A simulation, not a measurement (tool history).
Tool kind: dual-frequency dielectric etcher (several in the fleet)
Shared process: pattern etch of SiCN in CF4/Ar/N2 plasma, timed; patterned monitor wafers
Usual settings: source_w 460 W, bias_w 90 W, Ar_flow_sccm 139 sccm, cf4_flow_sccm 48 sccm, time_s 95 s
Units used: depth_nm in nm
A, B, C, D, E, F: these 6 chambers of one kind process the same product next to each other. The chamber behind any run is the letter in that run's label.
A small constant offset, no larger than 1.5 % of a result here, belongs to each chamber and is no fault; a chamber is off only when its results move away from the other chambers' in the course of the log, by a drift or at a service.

run,hour,source_w,bias_w,Ar_flow_sccm,cf4_flow_sccm,time_s,"read-back reference wafer on the same gauge, depth_nm",depth_nm
1C,7.7,460,90,139,48,95,83.813,81.063
2A,15.2,460,90,139,48,95,83.778,80.450
# hour 19.3: chamber A: wet clean of the chamber
3F,21.8,460,90,139,48,95,83.755,81.283
4B,27.2,460,90,139,48,95,83.755,81.754
5D,33.0,460,90,139,48,95,83.733,80.756
6E,39.9,460,90,139,48,95,83.765,81.338
7B,44.6,460,90,108,48,95,83.706,85.089
# hour 48.0: chamber B: wet clean of the chamber
8A,49.7,460,90,108,48,95,83.691,83.292
9E,54.3,460,90,108,48,95,83.694,84.523
10C,60.4,460,90,108,48,95,83.718,84.122
11D,65.8,460,90,108,48,95,83.651,83.678
12F,73.0,460,90,108,48,95,83.676,84.327
13E,79.2,460,90,120,48,95,83.673,83.246
14F,86.9,460,90,120,48,95,83.628,82.985
15C,92.8,460,90,120,48,95,83.621,82.806
16B,99.9,460,90,120,48,95,83.613,83.324
17D,106.7,460,90,120,48,95,83.601,82.261
18A,113.3,460,90,120,48,95,83.608,81.837
19D,120.4,460,90,139,48,95,83.561,80.533
20C,125.7,460,90,139,48,95,83.573,80.848
21A,129.3,460,90,139,48,95,83.575,79.878
22B,134.6,460,90,139,48,95,83.557,81.390
23F,142.0,460,90,113,54,95,83.544,85.183
24E,148.8,460,90,113,54,95,83.545,85.513
25F,153.4,460,90,113,54,95,83.520,85.133
26B,158.8,460,90,113,54,95,83.515,85.693
27C,165.0,460,90,113,54,95,83.491,84.648
28D,169.4,460,90,113,54,95,83.494,84.375
# hour 173.6: chamber E: wet clean of the chamber
29E,175.4,460,90,139,48,95,83.454,81.251
30A,181.1,460,90,139,48,95,83.493,79.972
31F,185.6,460,90,139,48,95,83.451,80.977
32C,192.1,370,90,139,59,95,83.459,68.906
33B,195.9,370,90,139,59,95,83.436,69.493
34A,202.4,370,90,139,59,95,83.421,68.500
# hour 203.0: chamber C: wet clean of the chamber
35E,206.8,370,90,139,59,95,83.421,69.794
36D,210.8,370,90,139,59,95,83.389,68.677
37E,215.9,370,90,139,59,95,83.379,69.646
38D,222.6,460,90,139,48,95,83.392,80.214
39A,227.7,460,90,139,48,95,83.386,79.592
40B,233.7,460,90,139,48,95,83.387,81.545
41C,241.6,460,90,139,59,95,83.388,83.019
42F,249.2,460,90,139,59,95,83.329,83.576
43B,254.0,460,90,139,59,95,83.339,84.006

Next, all 6 chambers run the settings below, one line each with question marks for the results. What does each chamber give?
44A,259.7,410,90,139,48,95,,?
44B,259.7,410,90,139,48,95,,?
44C,259.7,410,90,139,48,95,,?
44D,259.7,410,90,139,48,95,,?
44E,259.7,410,90,139,48,95,,?
44F,259.7,410,90,139,48,95,,?

run,depth_nm
44A,72.315
44B,73.558
44C,72.790
44D,72.627
44E,73.605
44F,73.224

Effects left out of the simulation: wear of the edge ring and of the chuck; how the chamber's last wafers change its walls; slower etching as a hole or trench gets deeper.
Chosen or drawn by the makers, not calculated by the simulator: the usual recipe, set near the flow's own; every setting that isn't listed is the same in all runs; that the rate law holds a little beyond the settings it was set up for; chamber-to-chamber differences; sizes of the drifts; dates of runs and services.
